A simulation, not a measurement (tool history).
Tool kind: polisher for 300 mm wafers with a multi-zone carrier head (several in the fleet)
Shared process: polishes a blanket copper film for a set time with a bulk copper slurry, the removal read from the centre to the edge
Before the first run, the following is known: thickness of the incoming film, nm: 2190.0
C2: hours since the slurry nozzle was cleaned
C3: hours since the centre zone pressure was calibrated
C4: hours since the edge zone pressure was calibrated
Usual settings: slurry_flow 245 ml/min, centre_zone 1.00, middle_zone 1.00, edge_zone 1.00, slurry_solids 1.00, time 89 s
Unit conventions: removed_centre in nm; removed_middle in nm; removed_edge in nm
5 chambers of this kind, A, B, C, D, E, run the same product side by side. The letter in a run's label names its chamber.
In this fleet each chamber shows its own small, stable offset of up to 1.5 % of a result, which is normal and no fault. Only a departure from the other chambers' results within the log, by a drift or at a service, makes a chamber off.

run 1C day=0.146 | slurry_flow=245 centre_zone=1.00 middle_zone=1.00 edge_zone=1.00 slurry_solids=1.00 time=89 | wafers_polished_on_this_pad=965 C2=263.8 C3=134.1 C4=178.9 | removed_centre=815.86 removed_middle=815.30 removed_edge=814.03
run 2A day=0.250 | slurry_flow=245 centre_zone=1.00 middle_zone=1.00 edge_zone=1.00 slurry_solids=1.00 time=89 | wafers_polished_on_this_pad=444 C2=155.9 C3=196.5 C4=148.8 | removed_centre=827.75 removed_middle=819.74 removed_edge=826.67
run 3B day=0.338 | slurry_flow=245 centre_zone=1.00 middle_zone=1.00 edge_zone=1.00 slurry_solids=1.00 time=89 | wafers_polished_on_this_pad=780 C2=115.9 C3=231.9 C4=281.9 | removed_centre=820.60 removed_middle=816.00 removed_edge=833.87
-- day=0.362 chamber E: worn pad replaced by a new one
run 4D day=0.471 | slurry_flow=245 centre_zone=1.00 middle_zone=1.00 edge_zone=1.00 slurry_solids=1.00 time=89 | wafers_polished_on_this_pad=472 C2=716.4 C3=176.2 C4=300.9 | removed_centre=825.85 removed_middle=816.66 removed_edge=835.75
run 5E day=0.604 | slurry_flow=245 centre_zone=1.00 middle_zone=1.00 edge_zone=1.00 slurry_solids=1.00 time=89 | wafers_polished_on_this_pad=75 C2=148.3 C3=474.7 C4=22.1 | removed_centre=820.83 removed_middle=839.98 removed_edge=819.36
run 6E day=0.762 | slurry_flow=245 centre_zone=1.00 middle_zone=1.00 edge_zone=1.00 slurry_solids=1.00 time=89 | wafers_polished_on_this_pad=123 C2=152.1 C3=478.5 C4=25.9 | removed_centre=831.22 removed_middle=849.79 removed_edge=823.48
-- day=0.838 chamber C: worn pad replaced by a new one
run 7B day=0.850 | slurry_flow=245 centre_zone=1.00 middle_zone=1.12 edge_zone=1.00 slurry_solids=1.00 time=89 | wafers_polished_on_this_pad=938 C2=128.2 C3=244.2 C4=294.2 | removed_centre=821.86 removed_middle=932.34 removed_edge=820.48
run 8C day=1.038 | slurry_flow=245 centre_zone=1.00 middle_zone=1.12 edge_zone=1.00 slurry_solids=1.00 time=89 | wafers_polished_on_this_pad=62 C2=285.2 C3=155.5 C4=200.3 | removed_centre=811.13 removed_middle=927.98 removed_edge=808.21
-- day=1.075 chamber D: worn pad replaced by a new one
run 9A day=1.138 | slurry_flow=245 centre_zone=1.00 middle_zone=1.12 edge_zone=1.00 slurry_solids=1.00 time=89 | wafers_polished_on_this_pad=717 C2=177.2 C3=217.8 C4=170.1 | removed_centre=816.00 removed_middle=905.47 removed_edge=828.88
-- day=1.208 chamber A: worn pad replaced by a new one
run 10D day=1.292 | slurry_flow=245 centre_zone=1.00 middle_zone=1.12 edge_zone=1.00 slurry_solids=1.00 time=89 | wafers_polished_on_this_pad=66 C2=736.1 C3=195.9 C4=320.6 | removed_centre=839.40 removed_middle=915.85 removed_edge=827.00
run 11E day=1.408 | slurry_flow=245 centre_zone=1.00 middle_zone=1.12 edge_zone=1.00 slurry_solids=1.00 time=89 | wafers_polished_on_this_pad=322 C2=167.6 C3=494.0 C4=41.4 | removed_centre=820.58 removed_middle=902.75 removed_edge=822.65
run 12D day=1.579 | slurry_flow=245 centre_zone=1.00 middle_zone=1.00 edge_zone=1.00 slurry_solids=1.00 time=89 | wafers_polished_on_this_pad=154 C2=743.0 C3=202.8 C4=327.5 | removed_centre=828.06 removed_middle=824.21 removed_edge=831.88
run 13C day=1.662 | slurry_flow=245 centre_zone=1.00 middle_zone=1.00 edge_zone=1.00 slurry_solids=1.00 time=89 | wafers_polished_on_this_pad=254 C2=300.2 C3=170.5 C4=215.3 | removed_centre=821.70 removed_middle=834.59 removed_edge=816.00
run 14B day=1.838 | slurry_flow=245 centre_zone=1.00 middle_zone=1.00 edge_zone=1.00 slurry_solids=1.00 time=89 | wafers_polished_on_this_pad=1241 C2=151.9 C3=267.9 C4=317.9 | removed_centre=824.46 removed_middle=823.65 removed_edge=827.40
run 15A day=2.004 | slurry_flow=245 centre_zone=1.00 middle_zone=1.00 edge_zone=1.00 slurry_solids=1.00 time=89 | wafers_polished_on_this_pad=244 C2=198.0 C3=238.6 C4=190.9 | removed_centre=819.83 removed_middle=811.22 removed_edge=829.86
run 16B day=2.108 | slurry_flow=245 centre_zone=1.00 middle_zone=1.00 edge_zone=1.00 slurry_solids=1.00 time=89 | wafers_polished_on_this_pad=1324 C2=158.4 C3=274.4 C4=324.4 | removed_centre=823.34 removed_middle=830.38 removed_edge=821.95
-- day=2.138 chamber D: slurry nozzle cleaned
-- day=2.238 chamber B: worn pad replaced by a new one
run 17A day=2.242 | slurry_flow=245 centre_zone=1.00 middle_zone=1.00 edge_zone=1.00 slurry_solids=1.00 time=89 | wafers_polished_on_this_pad=317 C2=203.7 C3=244.3 C4=196.6 | removed_centre=819.50 removed_middle=832.17 removed_edge=830.69
-- day=2.325 chamber B: centre zone pressure recalibrated
run 18D day=2.367 | slurry_flow=245 centre_zone=1.00 middle_zone=1.00 edge_zone=1.00 slurry_solids=1.00 time=89 | wafers_polished_on_this_pad=396 C2=5.5 C3=221.7 C4=346.4 | removed_centre=820.71 removed_middle=835.05 removed_edge=811.43
run 19C day=2.554 | slurry_flow=245 centre_zone=1.00 middle_zone=1.00 edge_zone=1.00 slurry_solids=1.00 time=89 | wafers_polished_on_this_pad=528 C2=321.6 C3=191.9 C4=236.7 | removed_centre=802.05 removed_middle=840.13 removed_edge=809.23
run 20E day=2.658 | slurry_flow=245 centre_zone=1.00 middle_zone=1.00 edge_zone=1.00 slurry_solids=1.00 time=89 | wafers_polished_on_this_pad=706 C2=197.6 C3=524.0 C4=71.4 | removed_centre=826.87 removed_middle=826.00 removed_edge=823.21
run 21B day=2.746 | slurry_flow=245 centre_zone=1.00 middle_zone=1.00 edge_zone=1.00 slurry_solids=1.00 time=89 | wafers_polished_on_this_pad=156 C2=173.7 C3=10.2 C4=339.7 | removed_centre=806.70 removed_middle=796.92 removed_edge=824.48
-- day=2.917 chamber E: worn pad replaced by a new one
run 22E day=2.917 | slurry_flow=245 centre_zone=1.00 middle_zone=1.00 edge_zone=1.00 slurry_solids=1.00 time=89 | wafers_polished_on_this_pad=0 C2=203.8 C3=530.2 C4=77.6 | removed_centre=832.66 removed_middle=811.12 removed_edge=829.02
-- day=3.050 chamber A: worn pad replaced by a new one
run 23D day=3.092 | slurry_flow=245 centre_zone=1.00 middle_zone=1.00 edge_zone=1.00 slurry_solids=1.00 time=89 | wafers_polished_on_this_pad=619 C2=22.9 C3=239.1 C4=363.8 | removed_centre=827.93 removed_middle=830.85 removed_edge=830.42
-- day=3.129 chamber D: worn pad replaced by a new one
run 24C day=3.204 | slurry_flow=245 centre_zone=1.06 middle_zone=1.00 edge_zone=1.00 slurry_solids=1.00 time=89 | wafers_polished_on_this_pad=727 C2=337.2 C3=207.5 C4=252.3 | removed_centre=879.87 removed_middle=825.62 removed_edge=822.00
run 25A day=3.292 | slurry_flow=245 centre_zone=1.06 middle_zone=1.00 edge_zone=1.00 slurry_solids=1.00 time=89 | wafers_polished_on_this_pad=74 C2=228.9 C3=269.5 C4=221.8 | removed_centre=875.86 removed_middle=825.63 removed_edge=822.89
run 26A day=3.421 | slurry_flow=245 centre_zone=1.06 middle_zone=1.00 edge_zone=1.00 slurry_solids=1.00 time=89 | wafers_polished_on_this_pad=114 C2=232.0 C3=272.6 C4=224.9 | removed_centre=869.82 removed_middle=823.94 removed_edge=841.54
run 27C day=3.517 | slurry_flow=245 centre_zone=1.06 middle_zone=1.00 edge_zone=1.00 slurry_solids=1.00 time=89 | wafers_polished_on_this_pad=823 C2=344.7 C3=215.0 C4=259.8 | removed_centre=865.95 removed_middle=812.26 removed_edge=802.14
run 28D day=3.688 | slurry_flow=245 centre_zone=1.06 middle_zone=1.00 edge_zone=1.00 slurry_solids=1.00 time=89 | wafers_polished_on_this_pad=172 C2=37.2 C3=253.4 C4=378.1 | removed_centre=890.09 removed_middle=836.31 removed_edge=834.68
run 29E day=3.846 | slurry_flow=245 centre_zone=1.00 middle_zone=1.00 edge_zone=1.00 slurry_solids=1.00 time=89 | wafers_polished_on_this_pad=286 C2=226.1 C3=552.5 C4=99.9 | removed_centre=819.56 removed_middle=829.65 removed_edge=826.63
run 30B day=3.979 | slurry_flow=245 centre_zone=1.00 middle_zone=1.00 edge_zone=1.00 slurry_solids=1.00 time=89 | wafers_polished_on_this_pad=535 C2=203.3 C3=39.8 C4=369.3 | removed_centre=816.13 removed_middle=841.52 removed_edge=823.83
run 31C day=4.146 | slurry_flow=245 centre_zone=1.00 middle_zone=1.00 edge_zone=1.00 slurry_solids=1.00 time=89 | wafers_polished_on_this_pad=1016 C2=359.8 C3=230.1 C4=274.9 | removed_centre=810.11 removed_middle=842.13 removed_edge=820.98
-- day=4.196 chamber B: edge zone pressure recalibrated
run 32E day=4.262 | slurry_flow=245 centre_zone=1.00 middle_zone=1.00 edge_zone=1.00 slurry_solids=1.00 time=89 | wafers_polished_on_this_pad=414 C2=236.1 C3=562.5 C4=109.9 | removed_centre=831.26 removed_middle=801.83 removed_edge=826.28
run 33A day=4.388 | slurry_flow=245 centre_zone=1.00 middle_zone=1.06 edge_zone=1.00 slurry_solids=1.00 time=75 | wafers_polished_on_this_pad=411 C2=255.2 C3=295.8 C4=248.1 | removed_centre=686.98 removed_middle=710.19 removed_edge=701.17
run 34D day=4.475 | slurry_flow=245 centre_zone=1.00 middle_zone=1.06 edge_zone=1.00 slurry_solids=1.00 time=75 | wafers_polished_on_this_pad=414 C2=56.1 C3=272.3 C4=397.0 | removed_centre=704.77 removed_middle=752.56 removed_edge=696.10
run 35B day=4.562 | slurry_flow=245 centre_zone=1.00 middle_zone=1.06 edge_zone=1.00 slurry_solids=1.00 time=75 | wafers_polished_on_this_pad=714 C2=217.3 C3=53.8 C4=8.8 | removed_centre=686.31 removed_middle=738.84 removed_edge=695.26
run 36D day=4.679 | slurry_flow=245 centre_zone=1.00 middle_zone=1.06 edge_zone=1.00 slurry_solids=1.00 time=75 | wafers_polished_on_this_pad=476 C2=61.0 C3=277.2 C4=401.9 | removed_centre=698.70 removed_middle=755.73 removed_edge=699.61
run 37E day=4.850 | slurry_flow=245 centre_zone=1.00 middle_zone=1.06 edge_zone=1.00 slurry_solids=1.00 time=75 | wafers_polished_on_this_pad=594 C2=250.2 C3=576.6 C4=124.0 | removed_centre=681.51 removed_middle=728.25 removed_edge=697.17
-- day=4.942 chamber A: worn pad replaced by a new one
run 38A day=4.958 | slurry_flow=245 centre_zone=1.00 middle_zone=1.00 edge_zone=1.00 slurry_solids=1.00 time=89 | wafers_polished_on_this_pad=5 C2=268.9 C3=309.5 C4=261.8 | removed_centre=819.38 removed_middle=814.87 removed_edge=832.03
run 39C day=5.088 | slurry_flow=245 centre_zone=1.00 middle_zone=1.00 edge_zone=1.00 slurry_solids=1.00 time=89 | wafers_polished_on_this_pad=1305 C2=382.4 C3=252.7 C4=297.5 | removed_centre=824.46 removed_middle=836.44 removed_edge=818.64
run 40B day=5.179 | slurry_flow=245 centre_zone=1.00 middle_zone=1.00 edge_zone=1.00 slurry_solids=1.00 time=89 | wafers_polished_on_this_pad=903 C2=232.1 C3=68.6 C4=23.6 | removed_centre=813.71 removed_middle=797.38 removed_edge=827.93
-- day=5.254 chamber C: worn pad replaced by a new one
run 41C day=5.312 | slurry_flow=245 centre_zone=1.00 middle_zone=1.00 edge_zone=1.07 slurry_solids=1.15 time=89 | wafers_polished_on_this_pad=18 C2=387.8 C3=258.1 C4=302.9 | removed_centre=838.12 removed_middle=851.66 removed_edge=874.26
run 42B day=5.492 | slurry_flow=245 centre_zone=1.00 middle_zone=1.00 edge_zone=1.07 slurry_solids=1.15 time=89 | wafers_polished_on_this_pad=999 C2=239.6 C3=76.1 C4=31.1 | removed_centre=844.19 removed_middle=838.48 removed_edge=879.63

One chamber off, gauge drift, or nothing amiss beyond the chambers' own small offsets? If it is a chamber, which one, and what is the likeliest cause?

The fleet is healthy, with each chamber sitting at its usual small offset and no drift in the gauge.
